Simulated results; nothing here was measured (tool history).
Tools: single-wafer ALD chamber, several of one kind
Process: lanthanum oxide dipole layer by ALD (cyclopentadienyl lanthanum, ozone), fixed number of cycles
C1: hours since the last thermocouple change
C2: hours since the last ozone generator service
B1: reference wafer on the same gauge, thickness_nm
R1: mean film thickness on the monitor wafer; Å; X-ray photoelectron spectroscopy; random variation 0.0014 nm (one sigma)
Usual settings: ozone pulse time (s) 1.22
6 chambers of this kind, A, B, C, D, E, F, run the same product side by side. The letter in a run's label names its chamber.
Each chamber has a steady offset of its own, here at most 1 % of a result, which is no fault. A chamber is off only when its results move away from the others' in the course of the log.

Run 1E, hour 11.7: usual settings; C1 2016.6; C2 1302.5; B1 0.54041. Result: R1 5.2523 Å.
Run 2A, hour 19.5: usual settings; C1 1622; C2 254.9; B1 0.53987. Result: R1 5.2636 Å.
Run 3C, hour 30.6: usual settings; C1 1116.2; C2 763.9; B1 0.54021. Result: R1 5.2603 Å.
Run 4F, hour 41.7: usual settings; C1 818.7; C2 502.6; B1 0.53979. Result: R1 5.2988 Å.
Run 5D, hour 51.8: usual settings; C1 1081.4; C2 72.1; B1 0.53996. Result: R1 5.2491 Å.
Run 6B, hour 64.1: usual settings but ozone pulse time (s) 1.43; C1 935.7; C2 626.6; B1 0.54031. Result: R1 5.464 Å.
Run 7F, hour 70: usual settings but ozone pulse time (s) 1.43; C1 847; C2 530.9; B1 0.54043. Result: R1 5.4645 Å.
Run 8E, hour 76.5: usual settings but ozone pulse time (s) 1.43; C1 2081.4; C2 1367.3; B1 0.53985. Result: R1 5.4129 Å.
Run 9D, hour 89.5: usual settings but ozone pulse time (s) 1.43; C1 1119.1; C2 109.8; B1 0.54004. Result: R1 5.4218 Å.
Run 10B, hour 99.4: usual settings but ozone pulse time (s) 1.43; C1 971; C2 661.9; B1 0.53979. Result: R1 5.4566 Å.
Run 11C, hour 107.7: usual settings but ozone pulse time (s) 1.43; C1 1193.3; C2 841; B1 0.53993. Result: R1 5.4407 Å.
Run 12A, hour 113.5: usual settings but ozone pulse time (s) 0.88; C1 1716; C2 348.9; B1 0.54021. Result: R1 4.7451 Å.
Run 13C, hour 119.8: usual settings but ozone pulse time (s) 0.88; C1 1205.4; C2 853.1; B1 0.53992. Result: R1 4.7881 Å.
Run 14B, hour 127.1: usual settings but ozone pulse time (s) 0.88; C1 998.7; C2 689.6; B1 0.53988. Result: R1 4.7715 Å.
Run 15D, hour 135.6: usual settings but ozone pulse time (s) 0.88; C1 1165.2; C2 155.9; B1 0.54031. Result: R1 4.791 Å.
Run 16F, hour 146: usual settings but ozone pulse time (s) 0.88; C1 923; C2 606.9; B1 0.53968. Result: R1 4.8034 Å.
Run 17A, hour 158.5: usual settings but ozone pulse time (s) 0.88; C1 1761; C2 393.9; B1 0.54012. Result: R1 4.7713 Å.
Run 18E, hour 166.1: usual settings; C1 2171; C2 1456.9; B1 0.53992. Result: R1 5.2559 Å.
Run 19D, hour 172.2: usual settings; C1 1201.8; C2 192.5; B1 0.54005. Result: R1 5.253 Å.
Run 20F, hour 178.9: usual settings; C1 955.9; C2 639.8; B1 0.53981. Result: R1 5.2799 Å.
Run 21C, hour 190.8: usual settings; C1 1276.4; C2 924.1; B1 0.54022. Result: R1 5.251 Å.
Run 22A, hour 201.7: usual settings; C1 1804.2; C2 437.1; B1 0.54009. Result: R1 5.2431 Å.
Run 23E, hour 210.6: usual settings but ozone pulse time (s) 1.4; C1 2215.5; C2 1501.4; B1 0.53989. Result: R1 5.4018 Å.
Run 24B, hour 219.4: usual settings but ozone pulse time (s) 1.4; C1 1091; C2 781.9; B1 0.54021. Result: R1 5.4626 Å.
Run 25C, hour 226.9: usual settings but ozone pulse time (s) 1.4; C1 1312.5; C2 960.2; B1 0.53974. Result: R1 5.4273 Å.
Run 26F, hour 237.8: usual settings but ozone pulse time (s) 1.4; C1 1014.8; C2 698.7; B1 0.53975. Result: R1 5.4276 Å.
Run 27B, hour 248.4: usual settings but ozone pulse time (s) 1.4; C1 1120; C2 810.9; B1 0.53994. Result: R1 5.4555 Å.
At hour 252: chamber F: thermocouple changed; heater temperature recalibrated.
Run 28A, hour 256.7: usual settings but ozone pulse time (s) 1.4; C1 1859.2; C2 492.1; B1 0.54. Result: R1 5.405 Å.
Run 29D, hour 262.7: usual settings; C1 1292.3; C2 283; B1 0.54023. Result: R1 5.2756 Å.
At hour 270.1: chamber C: ozone generator serviced.
Run 30E, hour 270.9: usual settings but ozone pulse time (s) 0.81; C1 2275.8; C2 1561.7; B1 0.53971. Result: R1 4.604 Å.
Run 31C, hour 278.2: usual settings but ozone pulse time (s) 0.81; C1 1363.8; C2 8.1; B1 0.53971. Result: R1 4.6361 Å.
Run 32A, hour 285: usual settings but ozone pulse time (s) 0.81; C1 1887.5; C2 520.4; B1 0.53976. Result: R1 4.5839 Å.
Run 33F, hour 292.6: usual settings but ozone pulse time (s) 0.81; C1 40.6; C2 753.5; B1 0.54018. Result: R1 4.5282 Å.
Run 34B, hour 303.4: usual settings but ozone pulse time (s) 0.81; C1 1175; C2 865.9; B1 0.53961. Result: R1 4.5995 Å.
Run 35E, hour 311.3: usual settings but ozone pulse time (s) 0.81; C1 2316.2; C2 1602.1; B1 0.5401. Result: R1 4.585 Å.
Run 36D, hour 321: usual settings; C1 1350.6; C2 341.3; B1 0.53961. Result: R1 5.2756 Å.
Run 37C, hour 333.5: usual settings; C1 1419.1; C2 63.4; B1 0.53999. Result: R1 5.2816 Å.
Run 38F, hour 340.1: usual settings but ozone pulse time (s) 0.79; C1 88.1; C2 801; B1 0.53971. Result: R1 4.4391 Å.
Run 39A, hour 352: usual settings but ozone pulse time (s) 0.79; C1 1954.5; C2 587.4; B1 0.53971. Result: R1 4.5592 Å.
Run 40D, hour 362.9: usual settings but ozone pulse time (s) 0.79; C1 1392.5; C2 383.2; B1 0.53991. Result: R1 4.5993 Å.
At hour 368.8: chamber D: thermocouple changed; heater temperature recalibrated.
Run 41B, hour 373.1: usual settings but ozone pulse time (s) 0.79; C1 1244.7; C2 935.6; B1 0.54022. Result: R1 4.5919 Å.
Run 42E, hour 382.9: usual settings but ozone pulse time (s) 0.79; C1 2387.8; C2 1673.7; B1 0.53963. Result: R1 4.5421 Å.
Run 43F, hour 395.6: usual settings but ozone pulse time (s) 0.79; C1 143.6; C2 856.5; B1 0.53995. Result: R1 4.3936 Å.
Run 44D, hour 404.2: usual settings; C1 35.4; C2 424.5; B1 0.53994. Result: R1 5.2607 Å.

Is one chamber off against the others, does the gauge drift, or is nothing wrong? If a chamber is off, say which, and what the likeliest cause is.

Chamber F drifts away from the others.
Cause: ozone dose below that of a generator just serviced (%) = 12.7.

Here are 4 candidates for chamber F's next run, each the usual settings with a change, their results left as question marks. Which one brings its results back in line with what the others give on the usual settings?
In line means no further than this from the other chambers' mean on the usual settings: R1 0.05 Å
Run 45F-1, hour 413.7: usual settings but ozone pulse time (s) 1.26. Result: R1 ?.
Run 45F-2, hour 413.7: usual settings but ozone pulse time (s) 1.11. Result: R1 ?.
Run 45F-3, hour 413.7: usual settings but ozone pulse time (s) 1.33. Result: R1 ?.
Run 45F-4, hour 413.7: usual settings but ozone pulse time (s) 1.18. Result: R1 ?.

The other chambers' mean on the usual settings: R1 5.2661 Å
  run      R1
45F-1   5.192
45F-2  4.9976
45F-3  5.2667
45F-4  5.0947
45F-3 brings the chamber back in line.
